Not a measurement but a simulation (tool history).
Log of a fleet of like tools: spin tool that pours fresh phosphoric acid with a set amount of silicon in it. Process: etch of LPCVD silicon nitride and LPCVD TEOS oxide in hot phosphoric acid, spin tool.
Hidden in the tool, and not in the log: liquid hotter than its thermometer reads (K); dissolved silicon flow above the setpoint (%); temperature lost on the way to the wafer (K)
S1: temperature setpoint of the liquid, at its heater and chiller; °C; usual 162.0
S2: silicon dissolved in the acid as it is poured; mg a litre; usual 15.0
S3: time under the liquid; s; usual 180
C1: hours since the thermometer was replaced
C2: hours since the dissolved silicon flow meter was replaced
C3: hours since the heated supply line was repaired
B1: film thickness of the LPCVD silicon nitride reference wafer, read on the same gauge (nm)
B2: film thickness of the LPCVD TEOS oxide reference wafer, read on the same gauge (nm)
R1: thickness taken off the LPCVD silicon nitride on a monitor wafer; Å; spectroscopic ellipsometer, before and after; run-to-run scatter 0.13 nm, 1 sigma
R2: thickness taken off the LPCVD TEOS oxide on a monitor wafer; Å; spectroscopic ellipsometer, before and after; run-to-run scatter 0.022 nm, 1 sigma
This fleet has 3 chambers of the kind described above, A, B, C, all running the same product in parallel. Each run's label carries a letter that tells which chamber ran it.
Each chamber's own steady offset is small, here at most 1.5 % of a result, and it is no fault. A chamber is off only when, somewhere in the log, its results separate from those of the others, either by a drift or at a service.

run 1B hour=5.4 | S1=162.0 S2=15.0 S3=180 | C1=1660.4 C2=1611.2 C3=31.8 | B1=29.970 B2=150.00 | R1=171.47 R2=3.9254
run 2C hour=15.7 | S1=162.0 S2=15.0 S3=180 | C1=586.7 C2=893.3 C3=75.4 | B1=29.985 B2=149.97 | R1=170.77 R2=4.1074
run 3A hour=24.4 | S1=162.0 S2=15.0 S3=180 | C1=138.6 C2=250.1 C3=1278.2 | B1=30.025 B2=150.00 | R1=172.24 R2=3.5030
run 4A hour=33.1 | S1=162.0 S2=15.0 S3=180 | C1=147.3 C2=258.8 C3=1286.9 | B1=29.982 B2=150.00 | R1=167.99 R2=3.9846
run 5B hour=41.2 | S1=162.0 S2=15.0 S3=180 | C1=1696.2 C2=1647.0 C3=67.6 | B1=30.001 B2=149.96 | R1=170.67 R2=4.0533
-- hour=46.7 chamber C: thermometer replaced
run 6C hour=52.0 | S1=162.0 S2=15.0 S3=180 | C1=5.4 C2=929.6 C3=111.7 | B1=29.999 B2=150.03 | R1=169.72 R2=3.8412
run 7B hour=57.6 | S1=162.0 S2=15.0 S3=180 | C1=1712.6 C2=1663.4 C3=84.0 | B1=30.028 B2=149.97 | R1=168.06 R2=3.7493
run 8C hour=64.3 | S1=162.0 S2=15.0 S3=180 | C1=17.7 C2=941.9 C3=124.0 | B1=30.023 B2=149.98 | R1=169.53 R2=3.7714
run 9A hour=74.4 | S1=162.0 S2=15.0 S3=180 | C1=188.6 C2=300.1 C3=1328.2 | B1=29.991 B2=149.98 | R1=170.68 R2=3.6059
run 10C hour=84.3 | S1=162.0 S2=15.0 S3=180 | C1=37.7 C2=961.9 C3=144.0 | B1=30.054 B2=150.02 | R1=168.82 R2=3.6253
run 11A hour=95.6 | S1=162.0 S2=15.0 S3=180 | C1=209.8 C2=321.3 C3=1349.4 | B1=29.989 B2=150.00 | R1=166.80 R2=3.7001
run 12B hour=105.0 | S1=161.0 S2=24.5 S3=180 | C1=1760.0 C2=1710.8 C3=131.4 | B1=30.022 B2=150.02 | R1=163.98 R2=2.7570
run 13A hour=116.7 | S1=161.0 S2=24.5 S3=180 | C1=230.9 C2=342.4 C3=1370.5 | B1=30.017 B2=149.98 | R1=161.22 R2=2.7702
run 14C hour=125.7 | S1=161.0 S2=24.5 S3=180 | C1=79.1 C2=1003.3 C3=185.4 | B1=29.993 B2=150.01 | R1=164.76 R2=2.8230
run 15B hour=134.9 | S1=162.0 S2=15.0 S3=180 | C1=1789.9 C2=1740.7 C3=161.3 | B1=30.030 B2=149.97 | R1=170.49 R2=4.0488
run 16C hour=142.8 | S1=162.0 S2=15.0 S3=250 | C1=96.2 C2=1020.4 C3=202.5 | B1=30.007 B2=150.01 | R1=238.99 R2=5.3552
-- hour=146.7 chamber C: dissolved silicon flow meter replaced
run 17A hour=152.8 | S1=162.0 S2=15.0 S3=250 | C1=267.0 C2=378.5 C3=1406.6 | B1=30.015 B2=149.99 | R1=228.80 R2=5.0914
run 18B hour=161.0 | S1=162.0 S2=15.0 S3=250 | C1=1816.0 C2=1766.8 C3=187.4 | B1=30.007 B2=149.99 | R1=235.00 R2=5.4512
run 19B hour=171.9 | S1=162.0 S2=15.0 S3=180 | C1=1826.9 C2=1777.7 C3=198.3 | B1=30.026 B2=150.01 | R1=171.28 R2=4.0104
run 20A hour=178.4 | S1=162.0 S2=15.0 S3=180 | C1=292.6 C2=404.1 C3=1432.2 | B1=29.991 B2=150.00 | R1=162.57 R2=3.7827
run 21C hour=188.2 | S1=160.5 S2=24.5 S3=180 | C1=141.6 C2=41.5 C3=247.9 | B1=29.993 B2=149.99 | R1=162.88 R2=2.8497
run 22B hour=196.9 | S1=160.5 S2=24.5 S3=180 | C1=1851.9 C2=1802.7 C3=223.3 | B1=29.991 B2=149.98 | R1=161.14 R2=2.5584
run 23A hour=206.1 | S1=160.5 S2=24.5 S3=180 | C1=320.3 C2=431.8 C3=1459.9 | B1=30.046 B2=150.01 | R1=152.37 R2=2.2473
run 24C hour=217.3 | S1=162.0 S2=15.0 S3=180 | C1=170.7 C2=70.6 C3=277.0 | B1=30.003 B2=150.00 | R1=172.86 R2=3.6037
run 25B hour=228.6 | S1=162.0 S2=15.0 S3=180 | C1=1883.6 C2=1834.4 C3=255.0 | B1=29.998 B2=150.01 | R1=173.59 R2=3.7046
run 26A hour=238.0 | S1=162.0 S2=15.0 S3=180 | C1=352.2 C2=463.7 C3=1491.8 | B1=29.996 B2=150.01 | R1=157.89 R2=3.5804
run 27C hour=243.6 | S1=162.0 S2=15.0 S3=180 | C1=197.0 C2=96.9 C3=303.3 | B1=30.039 B2=149.98 | R1=172.01 R2=3.8779
run 28B hour=249.7 | S1=162.0 S2=15.0 S3=180 | C1=1904.7 C2=1855.5 C3=276.1 | B1=29.966 B2=150.00 | R1=171.66 R2=3.7524
run 29A hour=257.6 | S1=162.0 S2=15.0 S3=180 | C1=371.8 C2=483.3 C3=1511.4 | B1=29.967 B2=149.99 | R1=159.18 R2=3.2031
run 30C hour=266.9 | S1=162.0 S2=15.0 S3=180 | C1=220.3 C2=120.2 C3=326.6 | B1=30.024 B2=150.00 | R1=170.88 R2=3.5906
run 31A hour=278.7 | S1=162.0 S2=15.0 S3=180 | C1=392.9 C2=504.4 C3=1532.5 | B1=30.012 B2=150.00 | R1=153.80 R2=3.2460

All chambers now run identical settings, listed one chamber a line with results as question marks. What results will each chamber show?
run 32A hour=287.1 | S1=162.0 S2=15.0 S3=230 | R1=? R2=?
run 32B hour=287.1 | S1=162.0 S2=15.0 S3=230 | R1=? R2=?
run 32C hour=287.1 | S1=162.0 S2=15.0 S3=230 | R1=? R2=?

run=32A R1=198.86 R2=3.8249
run=32B R1=217.12 R2=5.3214
run=32C R1=219.91 R2=4.6300
